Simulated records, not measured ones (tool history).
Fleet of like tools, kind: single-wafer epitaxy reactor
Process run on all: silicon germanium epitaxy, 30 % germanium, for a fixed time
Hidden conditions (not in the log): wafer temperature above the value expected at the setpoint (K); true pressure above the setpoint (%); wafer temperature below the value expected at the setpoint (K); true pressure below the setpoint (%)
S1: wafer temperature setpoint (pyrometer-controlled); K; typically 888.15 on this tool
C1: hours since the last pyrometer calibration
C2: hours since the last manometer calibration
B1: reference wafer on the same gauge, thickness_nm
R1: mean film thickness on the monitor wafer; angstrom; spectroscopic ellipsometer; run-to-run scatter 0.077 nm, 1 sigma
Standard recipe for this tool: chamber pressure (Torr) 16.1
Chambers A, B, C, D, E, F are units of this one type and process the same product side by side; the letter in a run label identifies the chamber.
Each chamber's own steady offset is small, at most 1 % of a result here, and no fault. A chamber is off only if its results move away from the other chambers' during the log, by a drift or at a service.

{"run": "1A", "hour": 9.7, "S1": 888.15, "chamber pressure (Torr)": 16.1, "C1": 1105.6, "C2": 1203.2, "B1": 64.902, "R1": 709.94}
{"run": "2B", "hour": 22.3, "S1": 888.15, "chamber pressure (Torr)": 16.1, "C1": 880.6, "C2": 1247.5, "B1": 64.921, "R1": 711.81}
{"run": "3D", "hour": 33.6, "S1": 888.15, "chamber pressure (Torr)": 16.1, "C1": 692.4, "C2": 1435.3, "B1": 64.924, "R1": 702.92}
{"run": "4F", "hour": 46.1, "S1": 888.15, "chamber pressure (Torr)": 16.1, "C1": 1231.6, "C2": 445.2, "B1": 64.939, "R1": 710.34}
{"run": "5E", "hour": 53.3, "S1": 888.15, "chamber pressure (Torr)": 16.1, "C1": 1729.5, "C2": 1361.1, "B1": 64.92, "R1": 709.09}
{"run": "6C", "hour": 59.0, "S1": 888.15, "chamber pressure (Torr)": 16.1, "C1": 1554.6, "C2": 1046.5, "B1": 64.947, "R1": 710.61}
{"run": "7C", "hour": 64.5, "S1": 888.15, "chamber pressure (Torr)": 16.1, "C1": 1560.1, "C2": 1052, "B1": 64.967, "R1": 709.53}
{"run": "8F", "hour": 74.7, "S1": 888.15, "chamber pressure (Torr)": 16.1, "C1": 1260.2, "C2": 473.8, "B1": 64.95, "R1": 711.11}
{"run": "9E", "hour": 84.7, "S1": 888.15, "chamber pressure (Torr)": 16.1, "C1": 1760.9, "C2": 1392.5, "B1": 64.957, "R1": 709.4}
{"run": "10A", "hour": 96.7, "S1": 888.15, "chamber pressure (Torr)": 16.1, "C1": 1192.6, "C2": 1290.2, "B1": 64.984, "R1": 710.93}
{"hour": 98.3, "done": "chamber F: pyrometer calibrated"}
{"run": "11D", "hour": 108.9, "S1": 888.15, "chamber pressure (Torr)": 16.1, "C1": 767.7, "C2": 1510.6, "B1": 64.985, "R1": 702.98}
{"run": "12B", "hour": 115.2, "S1": 888.15, "chamber pressure (Torr)": 16.1, "C1": 973.5, "C2": 1340.4, "B1": 64.972, "R1": 711.48}
{"run": "13C", "hour": 127.3, "S1": 888.15, "chamber pressure (Torr)": 16.1, "C1": 1622.9, "C2": 1114.8, "B1": 65.002, "R1": 711.06}
{"run": "14D", "hour": 137.4, "S1": 888.15, "chamber pressure (Torr)": 16.1, "C1": 796.2, "C2": 1539.1, "B1": 64.998, "R1": 704.04}
{"run": "15E", "hour": 144.4, "S1": 888.15, "chamber pressure (Torr)": 16.1, "C1": 1820.6, "C2": 1452.2, "B1": 65.013, "R1": 709.13}
{"run": "16F", "hour": 156.0, "S1": 888.15, "chamber pressure (Torr)": 16.1, "C1": 57.8, "C2": 555.1, "B1": 65.018, "R1": 710.95}
{"hour": 159.5, "done": "chamber E: pyrometer calibrated"}
{"run": "17B", "hour": 162.4, "S1": 888.15, "chamber pressure (Torr)": 16.1, "C1": 1020.7, "C2": 1387.6, "B1": 65.023, "R1": 713.73}
{"run": "18A", "hour": 171.8, "S1": 888.15, "chamber pressure (Torr)": 16.1, "C1": 1267.7, "C2": 1365.3, "B1": 65.031, "R1": 711.85}
{"run": "19F", "hour": 178.7, "S1": 888.15, "chamber pressure (Torr)": 16.1, "C1": 80.5, "C2": 577.8, "B1": 65.034, "R1": 711.62}
{"run": "20E", "hour": 184.9, "S1": 888.15, "chamber pressure (Torr)": 16.1, "C1": 25.4, "C2": 1492.7, "B1": 65.024, "R1": 708.78}
{"run": "21D", "hour": 193.9, "S1": 888.15, "chamber pressure (Torr)": 16.1, "C1": 852.7, "C2": 1595.6, "B1": 65.034, "R1": 702.88}
{"run": "22A", "hour": 203.1, "S1": 888.15, "chamber pressure (Torr)": 16.1, "C1": 1299, "C2": 1396.6, "B1": 65.061, "R1": 712.8}
{"run": "23C", "hour": 208.5, "S1": 888.15, "chamber pressure (Torr)": 16.1, "C1": 1704.1, "C2": 1196, "B1": 65.04, "R1": 711.31}
{"run": "24B", "hour": 218.1, "S1": 888.15, "chamber pressure (Torr)": 16.1, "C1": 1076.4, "C2": 1443.3, "B1": 65.046, "R1": 713.7}
{"run": "25D", "hour": 224.2, "S1": 888.15, "chamber pressure (Torr)": 16.1, "C1": 883, "C2": 1625.9, "B1": 65.054, "R1": 704.43}
{"run": "26E", "hour": 234.7, "S1": 888.15, "chamber pressure (Torr)": 16.1, "C1": 75.2, "C2": 1542.5, "B1": 65.076, "R1": 709.27}
{"hour": 243.1, "done": "chamber C: capacitance manometer re-zeroed and calibrated"}
{"run": "27A", "hour": 244.3, "S1": 888.15, "chamber pressure (Torr)": 16.1, "C1": 1340.2, "C2": 1437.8, "B1": 65.09, "R1": 711.76}
{"run": "28F", "hour": 256.8, "S1": 888.15, "chamber pressure (Torr)": 16.1, "C1": 158.6, "C2": 655.9, "B1": 65.077, "R1": 713.03}
{"run": "29B", "hour": 267.8, "S1": 888.15, "chamber pressure (Torr)": 16.1, "C1": 1126.1, "C2": 1493, "B1": 65.11, "R1": 714.66}
{"run": "30C", "hour": 276.8, "S1": 888.15, "chamber pressure (Torr)": 16.1, "C1": 1772.4, "C2": 33.7, "B1": 65.125, "R1": 711.41}
{"run": "31A", "hour": 285.0, "S1": 888.15, "chamber pressure (Torr)": 16.1, "C1": 1380.9, "C2": 1478.5, "B1": 65.104, "R1": 713.2}
{"run": "32F", "hour": 297.4, "S1": 888.15, "chamber pressure (Torr)": 16.1, "C1": 199.2, "C2": 696.5, "B1": 65.116, "R1": 711.29}
{"run": "33E", "hour": 304.5, "S1": 882.15, "chamber pressure (Torr)": 19.6, "C1": 145, "C2": 1612.3, "B1": 65.11, "R1": 690.07}
{"run": "34D", "hour": 311.6, "S1": 882.15, "chamber pressure (Torr)": 19.6, "C1": 970.4, "C2": 1713.3, "B1": 65.13, "R1": 687.39}
{"run": "35C", "hour": 318.0, "S1": 882.15, "chamber pressure (Torr)": 19.6, "C1": 1813.6, "C2": 74.9, "B1": 65.145, "R1": 693.09}
{"run": "36B", "hour": 326.4, "S1": 882.15, "chamber pressure (Torr)": 19.6, "C1": 1184.7, "C2": 1551.6, "B1": 65.144, "R1": 695.02}
{"run": "37F", "hour": 338.1, "S1": 882.15, "chamber pressure (Torr)": 19.6, "C1": 239.9, "C2": 737.2, "B1": 65.148, "R1": 693.37}
{"run": "38E", "hour": 347.9, "S1": 882.15, "chamber pressure (Torr)": 19.6, "C1": 188.4, "C2": 1655.7, "B1": 65.151, "R1": 688.4}
{"run": "39D", "hour": 360.3, "S1": 888.15, "chamber pressure (Torr)": 16.1, "C1": 1019.1, "C2": 1762, "B1": 65.167, "R1": 705.53}
{"run": "40A", "hour": 370.0, "S1": 899.15, "chamber pressure (Torr)": 13.9, "C1": 1465.9, "C2": 1563.5, "B1": 65.172, "R1": 812.45}
{"run": "41B", "hour": 380.3, "S1": 899.15, "chamber pressure (Torr)": 13.9, "C1": 1238.6, "C2": 1605.5, "B1": 65.183, "R1": 818.01}
{"run": "42C", "hour": 386.4, "S1": 899.15, "chamber pressure (Torr)": 13.9, "C1": 1882, "C2": 143.3, "B1": 65.197, "R1": 815.88}

One chamber off, gauge drift, or nothing amiss beyond the chambers' own small offsets? If it is a chamber, which one, and what is the likeliest cause?

The gauge drifts, so all chambers seem to drift together. No chamber is off.
Cause: gauge reads high (%) = 0.444.

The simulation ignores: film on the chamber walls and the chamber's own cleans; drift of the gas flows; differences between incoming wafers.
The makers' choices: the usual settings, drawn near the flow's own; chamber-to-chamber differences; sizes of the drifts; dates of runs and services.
